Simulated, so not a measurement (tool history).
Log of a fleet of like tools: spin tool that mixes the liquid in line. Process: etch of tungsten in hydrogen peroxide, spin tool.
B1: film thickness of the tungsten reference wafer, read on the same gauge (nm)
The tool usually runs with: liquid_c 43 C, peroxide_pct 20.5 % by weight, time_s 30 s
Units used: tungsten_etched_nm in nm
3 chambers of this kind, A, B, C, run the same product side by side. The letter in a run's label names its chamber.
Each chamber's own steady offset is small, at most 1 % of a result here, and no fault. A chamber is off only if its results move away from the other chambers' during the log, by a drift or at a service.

Run 1A, day 0.65: usual settings; B1 59.981. Result: tungsten_etched_nm 29.369 nm.
Run 2B, day 1.188: usual settings; B1 59.99. Result: tungsten_etched_nm 29.39 nm.
Run 3C, day 1.625: usual settings; B1 60.005. Result: tungsten_etched_nm 29.232 nm.
Run 4A, day 2.225: usual settings; B1 59.989. Result: tungsten_etched_nm 28.894 nm.
Run 5C, day 2.767: usual settings but liquid_c 46.5 C, time_s 20 s; B1 60.006. Result: tungsten_etched_nm 23.979 nm.
Run 6B, day 3.246: usual settings but liquid_c 46.5 C, time_s 20 s; B1 59.988. Result: tungsten_etched_nm 24.498 nm.
Run 7A, day 3.792: usual settings but liquid_c 46.5 C, time_s 20 s; B1 59.99. Result: tungsten_etched_nm 24.204 nm.
Run 8B, day 4.367: usual settings; B1 60.006. Result: tungsten_etched_nm 29.317 nm.
At day 4.371: chamber A: new drum of peroxide connected.
Run 9C, day 4.971: usual settings; B1 60.005. Result: tungsten_etched_nm 29.157 nm.
Run 10A, day 5.379: usual settings; B1 60.004. Result: tungsten_etched_nm 29.049 nm.
Run 11C, day 5.892: usual settings; B1 59.997. Result: tungsten_etched_nm 29.209 nm.
Run 12B, day 6.367: usual settings; B1 60.019. Result: tungsten_etched_nm 29.176 nm.
Run 13B, day 6.788: usual settings; B1 59.991. Result: tungsten_etched_nm 29.111 nm.
Run 14C, day 7.25: usual settings; B1 59.989. Result: tungsten_etched_nm 29.146 nm.
Run 15A, day 7.683: usual settings; B1 59.99. Result: tungsten_etched_nm 28.898 nm.
At day 7.754: chamber C: new drum of peroxide connected.
Run 16C, day 8.225: usual settings; B1 60.008. Result: tungsten_etched_nm 28.88 nm.
Run 17A, day 8.638: usual settings; B1 59.986. Result: tungsten_etched_nm 29.067 nm.
Run 18B, day 9.25: usual settings; B1 59.991. Result: tungsten_etched_nm 29.23 nm.
Run 19A, day 9.554: usual settings; B1 59.998. Result: tungsten_etched_nm 28.956 nm.
Run 20B, day 9.925: usual settings; B1 60.003. Result: tungsten_etched_nm 28.972 nm.
Run 21C, day 10.529: usual settings; B1 59.995. Result: tungsten_etched_nm 28.935 nm.
Run 22C, day 10.942: usual settings; B1 60.008. Result: tungsten_etched_nm 29.257 nm.
Run 23A, day 11.421: usual settings; B1 59.991. Result: tungsten_etched_nm 28.985 nm.
Run 24B, day 11.758: usual settings; B1 60.021. Result: tungsten_etched_nm 28.513 nm.
Run 25C, day 12.188: usual settings; B1 60.002. Result: tungsten_etched_nm 29.116 nm.
Run 26A, day 12.742: usual settings; B1 60.001. Result: tungsten_etched_nm 29.048 nm.
At day 13.117: chamber B: thermometer replaced.
Run 27B, day 13.404: usual settings but liquid_c 35 C; B1 59.995. Result: tungsten_etched_nm 17.014 nm.
Run 28A, day 14.058: usual settings but liquid_c 35 C; B1 60.02. Result: tungsten_etched_nm 17.173 nm.
Run 29B, day 14.358: usual settings but liquid_c 35 C; B1 59.99. Result: tungsten_etched_nm 16.842 nm.
Run 30C, day 14.883: usual settings but peroxide_pct 25 % by weight, time_s 15 s; B1 59.994. Result: tungsten_etched_nm 16.031 nm.
At day 15.45: chamber A: new drum of peroxide connected.
Run 31A, day 15.479: usual settings but peroxide_pct 25 % by weight, time_s 15 s; B1 59.981. Result: tungsten_etched_nm 15.962 nm.
Run 32C, day 15.788: usual settings but peroxide_pct 25 % by weight, time_s 15 s; B1 59.981. Result: tungsten_etched_nm 16.029 nm.
Run 33B, day 16.258: usual settings; B1 60.015. Result: tungsten_etched_nm 28.519 nm.
Run 34B, day 16.912: usual settings; B1 59.984. Result: tungsten_etched_nm 28.587 nm.
Run 35A, day 17.204: usual settings; B1 60.009. Result: tungsten_etched_nm 29.226 nm.
Run 36C, day 17.604: usual settings; B1 60.002. Result: tungsten_etched_nm 29.125 nm.
Run 37A, day 17.912: usual settings; B1 60.006. Result: tungsten_etched_nm 28.796 nm.
Run 38C, day 18.408: usual settings; B1 59.991. Result: tungsten_etched_nm 28.771 nm.
Run 39B, day 18.912: usual settings but liquid_c 40 C, peroxide_pct 25 % by weight; B1 59.987. Result: tungsten_etched_nm 25.861 nm.
Run 40A, day 19.354: usual settings but liquid_c 40 C, peroxide_pct 25 % by weight; B1 59.987. Result: tungsten_etched_nm 26.139 nm.
Run 41B, day 19.692: usual settings but liquid_c 40 C, peroxide_pct 25 % by weight; B1 60.018. Result: tungsten_etched_nm 25.568 nm.
Run 42C, day 20.033: usual settings; B1 60.008. Result: tungsten_etched_nm 29.009 nm.
Run 43A, day 20.392: usual settings; B1 60.007. Result: tungsten_etched_nm 29.117 nm.
Run 44B, day 20.838: usual settings; B1 59.995. Result: tungsten_etched_nm 28.183 nm.

Is one chamber out of step, is the gauge drifting, or do the chambers differ by no more than their own small offsets? For an off chamber, give its letter and the likeliest cause.

Chamber B drifts away from the others.
Most likely cause: peroxide flow below the setpoint (%) = 7.3.
The log might look much the same if the cause were instead: temperature lost on the way to the wafer (K); peroxide weaker than its label (%).

Below are 4 candidate recipes for chamber B's next run, each the usual settings with a change, their results shown as question marks. Which of them brings B's results back in line with what the other chambers give on the usual settings?
In-line tolerance around the mean of the other chambers on the usual settings: tungsten_etched_nm 0.52 nm
Run 45B-1, day 21.317: usual settings but peroxide_pct 21.5 % by weight. Result: tungsten_etched_nm ?.
Run 45B-2, day 21.317: usual settings but peroxide_pct 23 % by weight. Result: tungsten_etched_nm ?.
Run 45B-3, day 21.317: usual settings but peroxide_pct 19.5 % by weight. Result: tungsten_etched_nm ?.
Run 45B-4, day 21.317: usual settings but peroxide_pct 18.5 % by weight. Result: tungsten_etched_nm ?.

The other chambers' mean on the usual settings: tungsten_etched_nm 28.971 nm
  run  tungsten_etched_nm
45B-1              28.992
45B-2              29.972
45B-3              27.631
45B-4              26.924
With 45B-1, the chamber falls back in line with the rest.
